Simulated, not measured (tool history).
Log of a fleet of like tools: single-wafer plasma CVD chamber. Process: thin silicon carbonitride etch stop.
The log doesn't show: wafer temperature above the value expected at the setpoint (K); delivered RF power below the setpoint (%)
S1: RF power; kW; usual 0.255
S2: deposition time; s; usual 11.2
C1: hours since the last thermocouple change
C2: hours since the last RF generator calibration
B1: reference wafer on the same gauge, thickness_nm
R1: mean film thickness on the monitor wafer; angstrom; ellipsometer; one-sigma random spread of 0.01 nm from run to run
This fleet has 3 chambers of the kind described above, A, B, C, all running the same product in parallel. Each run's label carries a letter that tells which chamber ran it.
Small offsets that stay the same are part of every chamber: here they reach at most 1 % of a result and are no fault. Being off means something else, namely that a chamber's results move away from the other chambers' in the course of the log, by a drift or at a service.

run,hour,S1,S2,C1,C2,B1,R1
1A,9.9,0.255,11.2,408.5,105.8,7.3415,68.947
2B,19.1,0.255,11.2,419.8,138.0,7.3420,68.354
3C,25.2,0.255,11.2,838.4,1446.4,7.3426,68.532
4C,33.4,0.255,11.2,846.6,1454.6,7.3453,68.449
5A,45.2,0.255,11.2,443.8,141.1,7.3453,69.022
6B,58.0,0.255,11.2,458.7,176.9,7.3476,68.241
7A,66.2,0.255,11.2,464.8,162.1,7.3471,69.034
8C,76.3,0.255,11.2,889.5,1497.5,7.3499,68.460
9B,82.2,0.255,11.2,482.9,201.1,7.3499,68.528
10B,95.0,0.255,11.2,495.7,213.9,7.3521,68.292
11A,104.1,0.255,11.2,502.7,200.0,7.3531,69.100
12C,113.2,0.255,11.2,926.4,1534.4,7.3548,68.607
13B,122.3,0.255,11.2,523.0,241.2,7.3604,68.480
14C,129.3,0.255,11.2,942.5,1550.5,7.3549,68.683
15A,137.4,0.255,11.2,536.0,233.3,7.3592,69.140
16A,143.5,0.255,11.2,542.1,239.4,7.3601,69.131
17C,156.6,0.255,11.2,969.8,1577.8,7.3611,68.632
18B,168.3,0.255,11.2,569.0,287.2,7.3638,68.542
19A,174.5,0.255,11.2,573.1,270.4,7.3674,69.212
20B,185.1,0.255,11.2,585.8,304.0,7.3636,68.506
21C,194.6,0.255,11.2,1007.8,1615.8,7.3659,68.645
22B,204.2,0.255,11.2,604.9,323.1,7.3640,68.391
23A,212.1,0.255,11.2,610.7,308.0,7.3686,69.037
24C,221.8,0.255,11.2,1035.0,1643.0,7.3689,68.583
25B,234.6,0.255,11.2,635.3,353.5,7.3718,68.502
26C,242.0,0.255,11.2,1055.2,1663.2,7.3725,68.779
27A,248.1,0.255,11.2,646.7,344.0,7.3744,69.367
28C,255.7,0.255,11.2,1068.9,1676.9,7.3736,68.726
29A,264.3,0.255,11.2,662.9,360.2,7.3747,69.129
30B,274.7,0.255,11.2,675.4,393.6,7.3740,68.459
31B,281.2,0.255,11.2,681.9,400.1,7.3795,68.536
32C,287.0,0.255,9.2,1100.2,1708.2,7.3806,56.413
33A,293.7,0.255,9.2,692.3,389.6,7.3789,56.919
34C,304.7,0.255,9.2,1117.9,1725.9,7.3790,56.634
35A,314.4,0.255,11.2,713.0,410.3,7.3821,69.440
36B,320.2,0.255,11.2,720.9,439.1,7.3804,68.575
37B,326.4,0.290,13.2,727.1,445.3,7.3841,84.029

Predict what each chamber gives when all 3 of them run the settings below next.
38A,335.9,0.255,11.2,,,,?
38B,335.9,0.255,11.2,,,,?
38C,335.9,0.255,11.2,,,,?

run,R1
38A,69.331
38B,68.628
38C,68.939
